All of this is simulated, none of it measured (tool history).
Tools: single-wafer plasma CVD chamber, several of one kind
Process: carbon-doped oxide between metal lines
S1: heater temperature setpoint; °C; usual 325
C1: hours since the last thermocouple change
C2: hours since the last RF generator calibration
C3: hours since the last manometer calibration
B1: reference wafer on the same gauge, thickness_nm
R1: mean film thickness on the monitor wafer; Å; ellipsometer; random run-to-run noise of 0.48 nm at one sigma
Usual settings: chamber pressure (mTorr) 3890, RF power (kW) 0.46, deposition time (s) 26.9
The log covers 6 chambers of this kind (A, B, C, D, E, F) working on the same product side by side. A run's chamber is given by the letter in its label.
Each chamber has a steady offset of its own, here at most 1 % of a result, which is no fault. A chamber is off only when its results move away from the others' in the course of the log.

run 1B hour=6.7 | S1=325 chamber_pressure_(mTorr)=3890 RF_power_(kW)=0.46 deposition_time_(s)=26.9 | C1=1068.9 C2=895.1 C3=645.3 | B1=114 | R1=1352.1
run 2A hour=10.8 | S1=325 chamber_pressure_(mTorr)=3890 RF_power_(kW)=0.46 deposition_time_(s)=26.9 | C1=2271 C2=297.2 C3=1647.4 | B1=114.04 | R1=1358.3
run 3E hour=14.9 | S1=325 chamber_pressure_(mTorr)=3890 RF_power_(kW)=0.46 deposition_time_(s)=26.9 | C1=411.1 C2=24.5 C3=56.7 | B1=114.1 | R1=1372.5
run 4D hour=21.8 | S1=325 chamber_pressure_(mTorr)=3890 RF_power_(kW)=0.46 deposition_time_(s)=26.9 | C1=1330.2 C2=87.7 C3=1603.9 | B1=113.93 | R1=1368.4
run 5F hour=29.2 | S1=325 chamber_pressure_(mTorr)=3890 RF_power_(kW)=0.46 deposition_time_(s)=26.9 | C1=718.3 C2=471.1 C3=716.7 | B1=113.91 | R1=1359.5
run 6C hour=35.7 | S1=325 chamber_pressure_(mTorr)=3890 RF_power_(kW)=0.46 deposition_time_(s)=26.9 | C1=548.1 C2=341 C3=443 | B1=113.97 | R1=1358.2
run 7C hour=39.5 | S1=325 chamber_pressure_(mTorr)=4560 RF_power_(kW)=0.46 deposition_time_(s)=26.9 | C1=551.9 C2=344.8 C3=446.8 | B1=113.99 | R1=1387.6
run 8F hour=44.4 | S1=325 chamber_pressure_(mTorr)=4560 RF_power_(kW)=0.46 deposition_time_(s)=26.9 | C1=733.5 C2=486.3 C3=731.9 | B1=113.98 | R1=1393.3
run 9A hour=49.8 | S1=325 chamber_pressure_(mTorr)=4560 RF_power_(kW)=0.46 deposition_time_(s)=26.9 | C1=2310 C2=336.2 C3=1686.4 | B1=114.01 | R1=1383.8
run 10D hour=55.1 | S1=325 chamber_pressure_(mTorr)=4560 RF_power_(kW)=0.46 deposition_time_(s)=26.9 | C1=1363.5 C2=121 C3=1637.2 | B1=113.91 | R1=1399.4
run 11B hour=61.1 | S1=325 chamber_pressure_(mTorr)=4560 RF_power_(kW)=0.46 deposition_time_(s)=26.9 | C1=1123.3 C2=949.5 C3=699.7 | B1=113.94 | R1=1383.9
run 12E hour=66.6 | S1=325 chamber_pressure_(mTorr)=4560 RF_power_(kW)=0.46 deposition_time_(s)=26.9 | C1=462.8 C2=76.2 C3=108.4 | B1=114.02 | R1=1379.9
run 13A hour=73 | S1=325 chamber_pressure_(mTorr)=3890 RF_power_(kW)=0.46 deposition_time_(s)=26.9 | C1=2333.2 C2=359.4 C3=1709.6 | B1=113.92 | R1=1349.1
run 14C hour=77.3 | S1=330 chamber_pressure_(mTorr)=4180 RF_power_(kW)=0.46 deposition_time_(s)=26.9 | C1=589.7 C2=382.6 C3=484.6 | B1=113.95 | R1=1351
run 15D hour=81.9 | S1=330 chamber_pressure_(mTorr)=4180 RF_power_(kW)=0.46 deposition_time_(s)=26.9 | C1=1390.3 C2=147.8 C3=1664 | B1=114 | R1=1347.4
run 16B hour=88.7 | S1=330 chamber_pressure_(mTorr)=4180 RF_power_(kW)=0.46 deposition_time_(s)=26.9 | C1=1150.9 C2=977.1 C3=727.3 | B1=114.02 | R1=1343.5
run 17F hour=92.5 | S1=330 chamber_pressure_(mTorr)=4180 RF_power_(kW)=0.46 deposition_time_(s)=26.9 | C1=781.6 C2=534.4 C3=780 | B1=114.08 | R1=1351.5
run 18E hour=99.4 | S1=330 chamber_pressure_(mTorr)=4180 RF_power_(kW)=0.46 deposition_time_(s)=26.9 | C1=495.6 C2=109 C3=141.2 | B1=113.98 | R1=1352.2
run 19D hour=105.4 | S1=330 chamber_pressure_(mTorr)=4180 RF_power_(kW)=0.46 deposition_time_(s)=26.9 | C1=1413.8 C2=171.3 C3=1687.5 | B1=114.07 | R1=1358
run 20B hour=110 | S1=325 chamber_pressure_(mTorr)=3890 RF_power_(kW)=0.46 deposition_time_(s)=26.9 | C1=1172.2 C2=998.4 C3=748.6 | B1=114.01 | R1=1354.8
run 21E hour=114.8 | S1=325 chamber_pressure_(mTorr)=3890 RF_power_(kW)=0.46 deposition_time_(s)=26.9 | C1=511 C2=124.4 C3=156.6 | B1=114.06 | R1=1356.7
run 22A hour=119.3 | S1=320 chamber_pressure_(mTorr)=3890 RF_power_(kW)=0.42 deposition_time_(s)=26.9 | C1=2379.5 C2=405.7 C3=1755.9 | B1=113.98 | R1=1278.1
run 23F hour=126.8 | S1=320 chamber_pressure_(mTorr)=3890 RF_power_(kW)=0.42 deposition_time_(s)=26.9 | C1=815.9 C2=568.7 C3=814.3 | B1=114.06 | R1=1293.7
run 24C hour=133.5 | S1=320 chamber_pressure_(mTorr)=3890 RF_power_(kW)=0.42 deposition_time_(s)=26.9 | C1=645.9 C2=438.8 C3=540.8 | B1=113.96 | R1=1304
run 25E hour=138.7 | S1=320 chamber_pressure_(mTorr)=3890 RF_power_(kW)=0.42 deposition_time_(s)=26.9 | C1=534.9 C2=148.3 C3=180.5 | B1=113.97 | R1=1298.6
run 26D hour=143.4 | S1=320 chamber_pressure_(mTorr)=3890 RF_power_(kW)=0.42 deposition_time_(s)=26.9 | C1=1451.8 C2=209.3 C3=1725.5 | B1=113.98 | R1=1307.8
run 27C hour=149.5 | S1=320 chamber_pressure_(mTorr)=3890 RF_power_(kW)=0.42 deposition_time_(s)=26.9 | C1=661.9 C2=454.8 C3=556.8 | B1=113.86 | R1=1303.3
run 28A hour=153.9 | S1=325 chamber_pressure_(mTorr)=3890 RF_power_(kW)=0.46 deposition_time_(s)=29.9 | C1=2414.1 C2=440.3 C3=1790.5 | B1=113.99 | R1=1475.2
run 29B hour=159.1 | S1=325 chamber_pressure_(mTorr)=3890 RF_power_(kW)=0.46 deposition_time_(s)=29.9 | C1=1221.3 C2=1047.5 C3=797.7 | B1=114.01 | R1=1510.6
run 30F hour=163.2 | S1=325 chamber_pressure_(mTorr)=3890 RF_power_(kW)=0.46 deposition_time_(s)=29.9 | C1=852.3 C2=605.1 C3=850.7 | B1=113.99 | R1=1510.5
run 31E hour=169.6 | S1=325 chamber_pressure_(mTorr)=3890 RF_power_(kW)=0.46 deposition_time_(s)=29.9 | C1=565.8 C2=179.2 C3=211.4 | B1=113.99 | R1=1514.2
-- hour=173.4 chamber A: thermocouple changed; heater temperature recalibrated
run 32C hour=174.7 | S1=325 chamber_pressure_(mTorr)=3890 RF_power_(kW)=0.46 deposition_time_(s)=29.9 | C1=687.1 C2=480 C3=582 | B1=114 | R1=1504.6
run 33D hour=178 | S1=325 chamber_pressure_(mTorr)=3890 RF_power_(kW)=0.46 deposition_time_(s)=29.9 | C1=1486.4 C2=243.9 C3=1760.1 | B1=113.92 | R1=1520.7
run 34F hour=183.7 | S1=325 chamber_pressure_(mTorr)=3890 RF_power_(kW)=0.46 deposition_time_(s)=26.9 | C1=872.8 C2=625.6 C3=871.2 | B1=114.15 | R1=1366
run 35B hour=189.4 | S1=325 chamber_pressure_(mTorr)=3890 RF_power_(kW)=0.46 deposition_time_(s)=26.9 | C1=1251.6 C2=1077.8 C3=828 | B1=114.01 | R1=1346
run 36A hour=195.8 | S1=325 chamber_pressure_(mTorr)=3890 RF_power_(kW)=0.46 deposition_time_(s)=26.9 | C1=22.5 C2=482.2 C3=1832.4 | B1=114.04 | R1=1320.8
run 37A hour=200.2 | S1=325 chamber_pressure_(mTorr)=3890 RF_power_(kW)=0.46 deposition_time_(s)=26.9 | C1=26.9 C2=486.6 C3=1836.8 | B1=114.05 | R1=1320.3
run 38B hour=206.9 | S1=325 chamber_pressure_(mTorr)=3890 RF_power_(kW)=0.46 deposition_time_(s)=26.9 | C1=1269.1 C2=1095.3 C3=845.5 | B1=114.04 | R1=1357.4
run 39D hour=213.4 | S1=325 chamber_pressure_(mTorr)=3890 RF_power_(kW)=0.46 deposition_time_(s)=26.9 | C1=1521.8 C2=279.3 C3=1795.5 | B1=114.08 | R1=1372.5

Is one chamber out of step, is the gauge drifting, or do the chambers differ by no more than their own small offsets? For an off chamber, give its letter and the likeliest cause.

It is chamber A that slowly wanders off from its peers.
What lies behind it: delivered RF power below the setpoint (%) = 4.56.

Here are 4 candidates for chamber A's next run, each the usual settings with a change, their results left as question marks. Which one brings its results back in line with what the others give on the usual settings?
In line means no further than this from the other chambers' mean on the usual settings: R1 17 Å
run 40A-1 hour=218.9 | S1=325 chamber_pressure_(mTorr)=3910 RF_power_(kW)=0.465 deposition_time_(s)=27.5 | R1=?
run 40A-2 hour=218.9 | S1=326 chamber_pressure_(mTorr)=3890 RF_power_(kW)=0.46 deposition_time_(s)=26 | R1=?
run 40A-3 hour=218.9 | S1=325 chamber_pressure_(mTorr)=3890 RF_power_(kW)=0.51 deposition_time_(s)=26.9 | R1=?
run 40A-4 hour=218.9 | S1=327 chamber_pressure_(mTorr)=3810 RF_power_(kW)=0.425 deposition_time_(s)=26.9 | R1=?

What the other chambers average on the usual settings: R1 1361.6 Å
run=40A-1 R1=1355.1
run=40A-2 R1=1266.7
run=40A-3 R1=1409.5
run=40A-4 R1=1227.8
The answer is 40A-1, which returns the chamber to within the allowed miss of the others.
